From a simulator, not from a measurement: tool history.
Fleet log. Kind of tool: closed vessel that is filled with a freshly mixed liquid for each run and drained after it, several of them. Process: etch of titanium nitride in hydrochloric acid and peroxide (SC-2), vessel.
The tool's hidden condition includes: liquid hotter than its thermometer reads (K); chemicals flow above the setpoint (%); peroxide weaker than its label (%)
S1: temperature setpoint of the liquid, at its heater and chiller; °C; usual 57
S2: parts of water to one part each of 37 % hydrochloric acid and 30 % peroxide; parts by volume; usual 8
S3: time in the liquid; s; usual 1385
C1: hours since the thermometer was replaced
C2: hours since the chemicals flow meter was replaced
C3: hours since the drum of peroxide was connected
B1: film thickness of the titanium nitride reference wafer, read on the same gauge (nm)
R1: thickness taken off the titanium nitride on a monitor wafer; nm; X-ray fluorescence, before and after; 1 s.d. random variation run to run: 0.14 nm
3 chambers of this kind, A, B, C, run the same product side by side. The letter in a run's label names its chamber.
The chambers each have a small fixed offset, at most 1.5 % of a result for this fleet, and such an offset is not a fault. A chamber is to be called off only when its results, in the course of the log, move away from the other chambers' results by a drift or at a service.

| run | hour | S1 | S2 | S3 | C1 | C2 | C3 | B1 | R1 |
|---|---|---|---|---|---|---|---|---|---|
| 1C | 4.2 | 57 | 8 | 1385 | 218.8 | 915 | 867.8 | 130.03 | 40.328 |
| 2B | 11.8 | 57 | 8 | 1385 | 2363 | 1106.2 | 627.3 | 130.03 | 40.483 |
| 3A | 19.2 | 57 | 8 | 1385 | 464.4 | 329 | 164.4 | 129.98 | 41.118 |
| 4C | 28.4 | 57 | 8 | 1385 | 243 | 939.2 | 892 | 130 | 40.278 |
| 5B | 36.3 | 57 | 8 | 1385 | 2387.5 | 1130.7 | 651.8 | 129.98 | 40.436 |
| 6A | 40.8 | 57 | 8 | 1385 | 486 | 350.6 | 186 | 130.03 | 40.951 |
| 7C | 47.6 | 57 | 8 | 1385 | 262.2 | 958.4 | 911.2 | 130.01 | 40.354 |
| 8A | 55.7 | 57 | 8 | 1385 | 500.9 | 365.5 | 200.9 | 129.99 | 41.189 |
| 9B | 62.6 | 64.5 | 5.5 | 1385 | 2413.8 | 1157 | 678.1 | 130.01 | 85.686 |
|  | 65.7 | chamber B: thermometer replaced |
| 10C | 67 | 64.5 | 5.5 | 1385 | 281.6 | 977.8 | 930.6 | 130.01 | 87.325 |
| 11B | 74.9 | 64.5 | 5.5 | 1385 | 9.3 | 1169.3 | 690.4 | 130.02 | 85.534 |
| 12A | 83.6 | 57 | 8 | 1385 | 528.8 | 393.4 | 228.8 | 130.03 | 41.112 |
| 13C | 91.8 | 57 | 8 | 1385 | 306.4 | 1002.6 | 955.4 | 130.03 | 40.711 |
| 14A | 96.1 | 53.5 | 8 | 1385 | 541.3 | 405.9 | 241.3 | 129.99 | 32.607 |
|  | 97.5 | chamber C: new drum of peroxide connected |
| 15B | 103 | 53.5 | 8 | 1385 | 37.4 | 1197.4 | 718.5 | 130.01 | 32.309 |
| 16A | 110.8 | 53.5 | 8 | 1385 | 556 | 420.6 | 256 | 130.02 | 32.879 |
|  | 114.3 | chamber B: new drum of peroxide connected |
| 17B | 119.1 | 57 | 8 | 1385 | 53.5 | 1213.5 | 4.8 | 130 | 40.66 |
| 18C | 125.2 | 57 | 8 | 1385 | 339.8 | 1036 | 27.7 | 130 | 41.151 |
| 19C | 131.8 | 57 | 8 | 1385 | 346.4 | 1042.6 | 34.3 | 129.98 | 41.216 |
| 20B | 140 | 57 | 8 | 1385 | 74.4 | 1234.4 | 25.7 | 129.99 | 40.567 |
| 21A | 146 | 52.5 | 8 | 1385 | 591.2 | 455.8 | 291.2 | 129.99 | 30.551 |
| 22B | 152.8 | 52.5 | 8 | 1385 | 87.2 | 1247.2 | 38.5 | 129.98 | 30.248 |
| 23C | 158.3 | 52.5 | 8 | 1385 | 372.9 | 1069.1 | 60.8 | 129.98 | 30.827 |
| 24A | 167.4 | 57 | 8 | 1385 | 612.6 | 477.2 | 312.6 | 129.97 | 41.073 |
| 25B | 177 | 57 | 11.5 | 1385 | 111.4 | 1271.4 | 62.7 | 130 | 29.799 |
| 26C | 184.3 | 57 | 11.5 | 1385 | 398.9 | 1095.1 | 86.8 | 129.99 | 30.872 |
| 27A | 190.7 | 57 | 11.5 | 1385 | 635.9 | 500.5 | 335.9 | 130.02 | 30.275 |
|  | 191.9 | chamber A: thermometer replaced |
| 28C | 199.2 | 57 | 8 | 1385 | 413.8 | 1110 | 101.7 | 129.98 | 41.575 |
| 29B | 207.7 | 57 | 8 | 1385 | 142.1 | 1302.1 | 93.4 | 129.98 | 40.199 |
| 30A | 215 | 57 | 8 | 1385 | 23.1 | 524.8 | 360.2 | 129.99 | 40.939 |
| 31A | 223 | 57 | 8 | 1385 | 31.1 | 532.8 | 368.2 | 130.02 | 41.12 |
| 32B | 230.3 | 57 | 8 | 1385 | 164.7 | 1324.7 | 116 | 129.98 | 40.492 |
| 33C | 237.6 | 57 | 8 | 1385 | 452.2 | 1148.4 | 140.1 | 130.04 | 41.861 |
| 34C | 244.1 | 57 | 8 | 1385 | 458.7 | 1154.9 | 146.6 | 130.03 | 42.093 |
| 35A | 249 | 57 | 8 | 1385 | 57.1 | 558.8 | 394.2 | 130.01 | 40.821 |

The same settings go to every chamber for the next run, one line per chamber below. Forecast the results for each:
| 36A | 255.9 | 57 | 6.5 | 1385 |  |  |  |  | ? |
| 36B | 255.9 | 57 | 6.5 | 1385 |  |  |  |  | ? |
| 36C | 255.9 | 57 | 6.5 | 1385 |  |  |  |  | ? |

| run | R1 |
|---|---|
| 36A | 48.442 |
| 36B | 47.682 |
| 36C | 49.608 |
